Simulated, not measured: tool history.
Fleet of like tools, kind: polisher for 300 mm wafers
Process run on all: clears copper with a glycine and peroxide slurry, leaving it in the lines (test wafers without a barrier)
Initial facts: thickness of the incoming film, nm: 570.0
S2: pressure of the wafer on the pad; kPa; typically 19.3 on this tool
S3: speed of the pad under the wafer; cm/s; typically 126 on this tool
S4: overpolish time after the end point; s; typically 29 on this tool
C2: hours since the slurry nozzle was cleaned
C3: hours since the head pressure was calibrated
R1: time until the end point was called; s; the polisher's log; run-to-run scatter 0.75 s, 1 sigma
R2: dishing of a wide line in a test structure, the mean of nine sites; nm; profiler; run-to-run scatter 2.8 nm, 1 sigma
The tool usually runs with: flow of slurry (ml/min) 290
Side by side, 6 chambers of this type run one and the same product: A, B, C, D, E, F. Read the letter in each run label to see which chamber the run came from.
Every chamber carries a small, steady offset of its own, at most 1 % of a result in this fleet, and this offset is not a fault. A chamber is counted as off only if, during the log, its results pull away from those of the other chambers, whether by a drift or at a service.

run 1A day=0.154 | flow_of_slurry_(ml/min)=290 S2=19.3 S3=126 S4=29 | wafers_polished_on_this_pad=729 C2=43.2 C3=135.6 | R1=73.648 R2=114.210
run 2B day=0.258 | flow_of_slurry_(ml/min)=290 S2=19.3 S3=126 S4=29 | wafers_polished_on_this_pad=479 C2=465.9 C3=481.1 | R1=75.265 R2=113.200
-- day=0.362 chamber E: slurry nozzle cleaned
run 3D day=0.442 | flow_of_slurry_(ml/min)=290 S2=19.3 S3=126 S4=29 | wafers_polished_on_this_pad=749 C2=266.1 C3=168.3 | R1=75.339 R2=117.370
-- day=0.479 chamber E: worn pad replaced by a new one
run 4C day=0.617 | flow_of_slurry_(ml/min)=290 S2=19.3 S3=126 S4=29 | wafers_polished_on_this_pad=734 C2=92.5 C3=312.7 | R1=73.241 R2=115.120
-- day=0.629 chamber A: worn pad replaced by a new one
run 5F day=0.779 | flow_of_slurry_(ml/min)=290 S2=19.3 S3=126 S4=29 | wafers_polished_on_this_pad=964 C2=159.0 C3=63.9 | R1=74.209 R2=109.390
run 6E day=0.946 | flow_of_slurry_(ml/min)=290 S2=19.3 S3=100 S4=22 | wafers_polished_on_this_pad=89 C2=14.0 C3=724.5 | R1=88.522 R2=85.431
run 7B day=1.050 | flow_of_slurry_(ml/min)=290 S2=19.3 S3=100 S4=22 | wafers_polished_on_this_pad=631 C2=484.9 C3=500.1 | R1=91.343 R2=79.457
run 8C day=1.225 | flow_of_slurry_(ml/min)=290 S2=19.3 S3=100 S4=22 | wafers_polished_on_this_pad=850 C2=107.1 C3=327.3 | R1=90.348 R2=83.801
run 9D day=1.408 | flow_of_slurry_(ml/min)=290 S2=19.3 S3=100 S4=22 | wafers_polished_on_this_pad=934 C2=289.3 C3=191.5 | R1=89.430 R2=84.142
run 10F day=1.562 | flow_of_slurry_(ml/min)=290 S2=19.3 S3=100 S4=22 | wafers_polished_on_this_pad=1114 C2=177.8 C3=82.7 | R1=91.779 R2=80.667
run 11E day=1.692 | flow_of_slurry_(ml/min)=290 S2=19.3 S3=100 S4=22 | wafers_polished_on_this_pad=232 C2=31.9 C3=742.4 | R1=89.361 R2=86.580
run 12A day=1.879 | flow_of_slurry_(ml/min)=335 S2=19.3 S3=164 S4=29 | wafers_polished_on_this_pad=240 C2=84.6 C3=177.0 | R1=58.659 R2=123.450
run 13C day=2.092 | flow_of_slurry_(ml/min)=335 S2=19.3 S3=164 S4=29 | wafers_polished_on_this_pad=1016 C2=127.9 C3=348.1 | R1=58.088 R2=123.170
run 14F day=2.217 | flow_of_slurry_(ml/min)=335 S2=19.3 S3=164 S4=29 | wafers_polished_on_this_pad=1240 C2=193.5 C3=98.4 | R1=60.161 R2=127.630
-- day=2.392 chamber E: head pressure recalibrated
run 15B day=2.433 | flow_of_slurry_(ml/min)=335 S2=19.3 S3=164 S4=29 | wafers_polished_on_this_pad=896 C2=518.1 C3=533.3 | R1=58.718 R2=126.400
run 16E day=2.612 | flow_of_slurry_(ml/min)=335 S2=19.3 S3=164 S4=29 | wafers_polished_on_this_pad=409 C2=54.0 C3=5.4 | R1=58.361 R2=126.020
run 17A day=2.825 | flow_of_slurry_(ml/min)=335 S2=19.3 S3=164 S4=29 | wafers_polished_on_this_pad=421 C2=107.3 C3=199.7 | R1=58.799 R2=127.870
run 18D day=2.933 | flow_of_slurry_(ml/min)=290 S2=16.5 S3=126 S4=29 | wafers_polished_on_this_pad=1226 C2=325.9 C3=228.1 | R1=85.775 R2=103.440
-- day=2.962 chamber D: slurry nozzle cleaned
run 19D day=3.142 | flow_of_slurry_(ml/min)=290 S2=16.5 S3=126 S4=29 | wafers_polished_on_this_pad=1266 C2=4.3 C3=233.1 | R1=84.802 R2=99.621
run 20E day=3.333 | flow_of_slurry_(ml/min)=290 S2=16.5 S3=126 S4=29 | wafers_polished_on_this_pad=547 C2=71.3 C3=22.7 | R1=84.108 R2=101.510
-- day=3.492 chamber B: worn pad replaced by a new one
run 21A day=3.538 | flow_of_slurry_(ml/min)=290 S2=16.5 S3=126 S4=29 | wafers_polished_on_this_pad=557 C2=124.4 C3=216.8 | R1=85.811 R2=97.813
run 22C day=3.671 | flow_of_slurry_(ml/min)=290 S2=16.5 S3=126 S4=29 | wafers_polished_on_this_pad=1319 C2=165.8 C3=386.0 | R1=83.981 R2=104.540
run 23F day=3.867 | flow_of_slurry_(ml/min)=290 S2=16.5 S3=126 S4=29 | wafers_polished_on_this_pad=1556 C2=233.1 C3=138.0 | R1=91.797 R2=100.060
run 24B day=3.996 | flow_of_slurry_(ml/min)=290 S2=19.3 S3=126 S4=29 | wafers_polished_on_this_pad=96 C2=555.6 C3=570.8 | R1=75.590 R2=108.610
run 25A day=4.125 | flow_of_slurry_(ml/min)=290 S2=19.3 S3=126 S4=29 | wafers_polished_on_this_pad=670 C2=138.5 C3=230.9 | R1=75.423 R2=107.780
run 26C day=4.258 | flow_of_slurry_(ml/min)=290 S2=19.3 S3=126 S4=29 | wafers_polished_on_this_pad=1431 C2=179.9 C3=400.1 | R1=74.296 R2=112.190
-- day=4.354 chamber C: head pressure recalibrated
run 27E day=4.396 | flow_of_slurry_(ml/min)=290 S2=19.3 S3=126 S4=29 | wafers_polished_on_this_pad=750 C2=96.8 C3=48.2 | R1=74.512 R2=118.280
run 28B day=4.500 | flow_of_slurry_(ml/min)=290 S2=19.3 S3=126 S4=29 | wafers_polished_on_this_pad=193 C2=567.7 C3=582.9 | R1=74.557 R2=112.110
-- day=4.588 chamber D: worn pad replaced by a new one
run 29D day=4.608 | flow_of_slurry_(ml/min)=290 S2=19.3 S3=126 S4=29 | wafers_polished_on_this_pad=4 C2=39.5 C3=268.3 | R1=74.452 R2=115.380
-- day=4.646 chamber A: worn pad replaced by a new one
run 30F day=4.733 | flow_of_slurry_(ml/min)=290 S2=19.3 S3=146 S4=18 | wafers_polished_on_this_pad=1722 C2=253.9 C3=158.8 | R1=73.636 R2=83.961
-- day=4.796 chamber C: worn pad replaced by a new one
run 31C day=4.892 | flow_of_slurry_(ml/min)=290 S2=19.3 S3=146 S4=18 | wafers_polished_on_this_pad=19 C2=195.1 C3=12.9 | R1=64.596 R2=90.768
-- day=4.942 chamber D: head pressure recalibrated
run 32F day=5.062 | flow_of_slurry_(ml/min)=290 S2=19.3 S3=146 S4=18 | wafers_polished_on_this_pad=1785 C2=261.8 C3=166.7 | R1=74.531 R2=82.759
run 33A day=5.217 | flow_of_slurry_(ml/min)=290 S2=19.3 S3=146 S4=18 | wafers_polished_on_this_pad=109 C2=164.7 C3=257.1 | R1=65.294 R2=93.191
run 34D day=5.375 | flow_of_slurry_(ml/min)=290 S2=19.3 S3=146 S4=18 | wafers_polished_on_this_pad=151 C2=57.9 C3=10.4 | R1=65.331 R2=84.491
run 35E day=5.483 | flow_of_slurry_(ml/min)=290 S2=19.3 S3=146 S4=18 | wafers_polished_on_this_pad=959 C2=122.9 C3=74.3 | R1=65.168 R2=94.373
run 36B day=5.604 | flow_of_slurry_(ml/min)=290 S2=19.3 S3=126 S4=29 | wafers_polished_on_this_pad=404 C2=594.2 C3=609.4 | R1=74.355 R2=112.400

For the next run the whole fleet of 6 chambers uses the same settings. Give each chamber's results:
run 37A day=5.758 | flow_of_slurry_(ml/min)=290 S2=22.8 S3=126 S4=29 | R1=? R2=?
run 37B day=5.758 | flow_of_slurry_(ml/min)=290 S2=22.8 S3=126 S4=29 | R1=? R2=?
run 37C day=5.758 | flow_of_slurry_(ml/min)=290 S2=22.8 S3=126 S4=29 | R1=? R2=?
run 37D day=5.758 | flow_of_slurry_(ml/min)=290 S2=22.8 S3=126 S4=29 | R1=? R2=?
run 37E day=5.758 | flow_of_slurry_(ml/min)=290 S2=22.8 S3=126 S4=29 | R1=? R2=?
run 37F day=5.758 | flow_of_slurry_(ml/min)=290 S2=22.8 S3=126 S4=29 | R1=? R2=?

run=37A R1=65.927 R2=123.860
run=37B R1=64.978 R2=121.890
run=37C R1=65.110 R2=122.750
run=37D R1=63.727 R2=125.000
run=37E R1=63.763 R2=124.850
run=37F R1=74.414 R2=108.360
